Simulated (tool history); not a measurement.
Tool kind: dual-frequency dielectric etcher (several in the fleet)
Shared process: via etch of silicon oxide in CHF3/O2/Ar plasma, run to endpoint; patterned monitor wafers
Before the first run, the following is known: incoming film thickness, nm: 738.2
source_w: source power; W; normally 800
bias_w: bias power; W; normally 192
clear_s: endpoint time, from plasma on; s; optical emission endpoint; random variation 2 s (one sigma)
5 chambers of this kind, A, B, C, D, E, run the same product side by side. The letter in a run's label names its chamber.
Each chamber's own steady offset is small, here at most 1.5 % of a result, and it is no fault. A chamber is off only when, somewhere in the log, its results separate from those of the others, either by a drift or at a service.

run   hour  source_w  bias_w  hours since the last wet clean  hours since the last source power generator calibration  hours since the last bias power generator calibration  clear_s
 1E    6.6       800     192                           487.0                                                   2697.8                                                  818.9   328.27
 2C   18.8       800     192                           256.3                                                    905.6                                                 1490.0   326.60
 3B   32.0       800     192                           247.7                                                   1422.7                                                 1584.8   330.22
 4D   44.6       800     192                           199.8                                                   4280.4                                                  989.1   327.33
      46.2  -- chamber E: wet clean of the chamber
 5A   56.4       800     192                           423.8                                                    904.0                                                 2184.8   326.36
 6A   64.4       800     192                           431.8                                                    912.0                                                 2192.8   326.70
 7D   73.7       800     192                           228.9                                                   4309.5                                                 1018.2   326.73
 8C   84.4       800     192                           321.9                                                    971.2                                                 1555.6   330.66
 9B   97.5       800     192                           313.2                                                   1488.2                                                 1650.3   327.41
10E  103.5       800     192                            57.3                                                   2794.7                                                  915.8   328.22
11D  116.1       800     192                           271.3                                                   4351.9                                                 1060.6   327.93
12B  123.7       800     192                           339.4                                                   1514.4                                                 1676.5   328.83
13A  131.8       800     192                           499.2                                                    979.4                                                 2260.2   331.11
14E  140.8       910     192                            94.6                                                   2832.0                                                  953.1   316.38
     150.7  -- chamber A: wet clean of the chamber
15C  152.1       910     192                           389.6                                                   1038.9                                                 1623.3   309.88
16B  160.2       910     192                           375.9                                                   1550.9                                                 1713.0   309.52
17C  172.0       910     192                           409.5                                                   1058.8                                                 1643.2   309.22
18D  179.8       910     192                           335.0                                                   4415.6                                                 1124.3   312.02
19E  186.5       800     192                           140.3                                                   2877.7                                                  998.8   331.31
     191.9  -- chamber B: wet clean of the chamber
20A  198.9       800     192                            48.2                                                   1046.5                                                 2327.3   328.52
21D  210.8       800     192                           366.0                                                   4446.6                                                 1155.3   324.71
22E  218.2       800     192                           172.0                                                   2909.4                                                 1030.5   327.97
23C  227.8       800     192                           465.3                                                   1114.6                                                 1699.0   322.55
24B  238.3       800     192                            46.5                                                   1629.0                                                 1791.1   324.86
25A  248.5       800     192                            97.8                                                   1096.1                                                 2376.9   325.01
26C  259.5       800     192                           497.0                                                   1146.3                                                 1730.7   325.27
27D  267.1       800     192                           422.3                                                   4502.9                                                 1211.6   324.21
28B  274.2       800     192                            82.4                                                   1664.9                                                 1827.0   330.11
29A  280.0       980     171                           129.3                                                   1127.6                                                 2408.4   314.19
     285.5  -- chamber D: wet clean of the chamber
30E  286.2       980     171                           240.0                                                   2977.4                                                 1098.5   315.97
31A  298.9       980     171                           148.2                                                   1146.5                                                 2427.3   311.80
32E  305.5       980     171                           259.3                                                   2996.7                                                 1117.8   316.00
33B  312.1       980     171                           120.3                                                   1702.8                                                 1864.9   311.56
34D  320.1       800     192                            34.6                                                   4555.9                                                 1264.6   332.47
35C  326.2       800     192                           563.7                                                   1213.0                                                 1797.4   313.99
36B  337.4       800     192                           145.6                                                   1728.1                                                 1890.2   329.78
37D  347.3       800     192                            61.8                                                   4583.1                                                 1291.8   324.51

One chamber off, gauge drift, or nothing amiss beyond the chambers' own small offsets? If it is a chamber, which one, and what is the likeliest cause?

Little by little, chamber C moves away from the other chambers.
Cause: etch rate over this chamber's usual, % = 3.3.

Here are 4 candidates for chamber C's next run, each the usual settings with a change, their results left as question marks. Which one brings its results back in line with what the others give on the usual settings?
To be in line, a result may differ from the other chambers' mean on the usual settings by at most: clear_s 6.90 s
38C-1  356.8       660     192                                                                                                                                                        ?
38C-2  356.8       760     184                                                                                                                                                        ?
38C-3  356.8       800     210                                                                                                                                                        ?
38C-4  356.8       940     192                                                                                                                                                        ?

Average result of the remaining chambers running the usual settings: clear_s 327.64 s
  run  clear_s
38C-1   343.37
38C-2   329.71
38C-3   309.13
38C-4   299.24
Change 38C-2 lands the chamber within the allowed miss of the other chambers.
